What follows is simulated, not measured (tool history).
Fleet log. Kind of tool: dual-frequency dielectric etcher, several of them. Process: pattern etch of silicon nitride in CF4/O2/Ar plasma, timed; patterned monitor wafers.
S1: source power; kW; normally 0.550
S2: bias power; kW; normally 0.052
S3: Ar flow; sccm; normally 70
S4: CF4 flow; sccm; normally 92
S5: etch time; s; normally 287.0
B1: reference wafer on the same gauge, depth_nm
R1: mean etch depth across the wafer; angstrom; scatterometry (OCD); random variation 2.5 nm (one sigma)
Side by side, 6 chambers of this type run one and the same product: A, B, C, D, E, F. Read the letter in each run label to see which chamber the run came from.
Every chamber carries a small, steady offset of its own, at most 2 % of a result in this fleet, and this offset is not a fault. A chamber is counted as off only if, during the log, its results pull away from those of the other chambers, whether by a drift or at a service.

run 1F day=0.175 | S1=0.550 S2=0.052 S3=70 S4=92 S5=287.0 | B1=637.37 | R1=6148.7
run 2E day=0.288 | S1=0.550 S2=0.052 S3=70 S4=92 S5=287.0 | B1=637.77 | R1=6146.0
run 3C day=0.417 | S1=0.550 S2=0.052 S3=70 S4=92 S5=287.0 | B1=637.94 | R1=6267.1
run 4A day=0.533 | S1=0.550 S2=0.052 S3=70 S4=92 S5=287.0 | B1=638.40 | R1=6231.9
run 5D day=0.675 | S1=0.550 S2=0.052 S3=70 S4=92 S5=287.0 | B1=638.06 | R1=6208.8
run 6B day=0.871 | S1=0.550 S2=0.052 S3=70 S4=92 S5=287.0 | B1=638.37 | R1=6081.3
run 7C day=0.975 | S1=0.550 S2=0.052 S3=70 S4=92 S5=287.0 | B1=637.67 | R1=6306.3
run 8D day=1.158 | S1=0.550 S2=0.052 S3=70 S4=92 S5=287.0 | B1=638.33 | R1=6149.8
run 9B day=1.300 | S1=0.550 S2=0.052 S3=82 S4=92 S5=368.0 | B1=638.01 | R1=7651.7
run 10F day=1.454 | S1=0.550 S2=0.052 S3=82 S4=92 S5=368.0 | B1=637.60 | R1=7715.6
run 11E day=1.625 | S1=0.550 S2=0.052 S3=82 S4=92 S5=368.0 | B1=637.57 | R1=7735.0
run 12A day=1.821 | S1=0.550 S2=0.052 S3=82 S4=92 S5=368.0 | B1=637.61 | R1=7838.9
run 13F day=1.929 | S1=0.550 S2=0.052 S3=82 S4=92 S5=368.0 | B1=638.62 | R1=7742.0
run 14A day=2.108 | S1=0.550 S2=0.052 S3=82 S4=92 S5=368.0 | B1=638.22 | R1=7928.3
run 15D day=2.200 | S1=0.550 S2=0.052 S3=70 S4=92 S5=287.0 | B1=638.53 | R1=6180.3
run 16C day=2.358 | S1=0.550 S2=0.052 S3=70 S4=92 S5=287.0 | B1=637.99 | R1=6274.1
run 17B day=2.488 | S1=0.550 S2=0.052 S3=70 S4=92 S5=287.0 | B1=637.99 | R1=6106.1
run 18E day=2.579 | S1=0.640 S2=0.052 S3=70 S4=92 S5=314.5 | B1=638.47 | R1=7711.8
run 19D day=2.762 | S1=0.640 S2=0.052 S3=70 S4=92 S5=314.5 | B1=638.02 | R1=7746.8
run 20B day=2.879 | S1=0.640 S2=0.052 S3=70 S4=92 S5=314.5 | B1=638.50 | R1=7635.0
run 21A day=3.000 | S1=0.640 S2=0.052 S3=70 S4=92 S5=314.5 | B1=638.45 | R1=7933.4
run 22C day=3.104 | S1=0.640 S2=0.052 S3=70 S4=92 S5=314.5 | B1=637.73 | R1=7810.4
run 23F day=3.208 | S1=0.640 S2=0.052 S3=70 S4=92 S5=314.5 | B1=637.89 | R1=7665.6
run 24E day=3.371 | S1=0.550 S2=0.052 S3=70 S4=92 S5=287.0 | B1=638.00 | R1=6215.8
run 25A day=3.546 | S1=0.550 S2=0.052 S3=70 S4=92 S5=287.0 | B1=637.16 | R1=6330.1
run 26B day=3.633 | S1=0.550 S2=0.052 S3=70 S4=92 S5=287.0 | B1=637.35 | R1=6093.9
run 27C day=3.775 | S1=0.550 S2=0.044 S3=70 S4=92 S5=333.5 | B1=638.16 | R1=6851.8
run 28D day=3.871 | S1=0.550 S2=0.044 S3=70 S4=92 S5=333.5 | B1=638.00 | R1=6785.0
run 29F day=4.071 | S1=0.550 S2=0.044 S3=70 S4=92 S5=333.5 | B1=638.21 | R1=6731.6
run 30E day=4.242 | S1=0.550 S2=0.044 S3=70 S4=92 S5=333.5 | B1=637.48 | R1=6732.8
run 31A day=4.379 | S1=0.550 S2=0.044 S3=70 S4=92 S5=333.5 | B1=637.96 | R1=6966.7
run 32F day=4.538 | S1=0.550 S2=0.044 S3=70 S4=92 S5=333.5 | B1=638.61 | R1=6677.9
run 33D day=4.708 | S1=0.550 S2=0.043 S3=70 S4=92 S5=287.0 | B1=637.97 | R1=5808.0
run 34C day=4.825 | S1=0.550 S2=0.043 S3=70 S4=92 S5=287.0 | B1=637.99 | R1=5825.6
run 35E day=4.996 | S1=0.550 S2=0.043 S3=70 S4=92 S5=287.0 | B1=637.99 | R1=5742.6
run 36B day=5.154 | S1=0.550 S2=0.043 S3=70 S4=92 S5=287.0 | B1=638.49 | R1=5732.8
run 37F day=5.338 | S1=0.550 S2=0.043 S3=70 S4=92 S5=287.0 | B1=637.99 | R1=5703.4
run 38D day=5.512 | S1=0.550 S2=0.043 S3=70 S4=92 S5=287.0 | B1=638.19 | R1=5804.4
run 39A day=5.667 | S1=0.550 S2=0.052 S3=70 S4=92 S5=287.0 | B1=637.26 | R1=6396.9
run 40B day=5.788 | S1=0.550 S2=0.052 S3=70 S4=92 S5=287.0 | B1=638.40 | R1=6135.2
run 41E day=5.892 | S1=0.550 S2=0.052 S3=70 S4=92 S5=287.0 | B1=638.28 | R1=6169.0
run 42C day=6.096 | S1=0.550 S2=0.052 S3=70 S4=92 S5=287.0 | B1=638.34 | R1=6235.0
run 43F day=6.200 | S1=0.550 S2=0.052 S3=70 S4=92 S5=287.0 | B1=637.66 | R1=6118.3

For the next run the whole fleet of 6 chambers uses the same settings. Give each chamber's results:
run 44A day=6.346 | S1=0.550 S2=0.052 S3=70 S4=92 S5=287.0 | R1=?
run 44B day=6.346 | S1=0.550 S2=0.052 S3=70 S4=92 S5=287.0 | R1=?
run 44C day=6.346 | S1=0.550 S2=0.052 S3=70 S4=92 S5=287.0 | R1=?
run 44D day=6.346 | S1=0.550 S2=0.052 S3=70 S4=92 S5=287.0 | R1=?
run 44E day=6.346 | S1=0.550 S2=0.052 S3=70 S4=92 S5=287.0 | R1=?
run 44F day=6.346 | S1=0.550 S2=0.052 S3=70 S4=92 S5=287.0 | R1=?

run=44A R1=6456.9
run=44B R1=6103.0
run=44C R1=6261.2
run=44D R1=6212.7
run=44E R1=6175.5
run=44F R1=6103.9
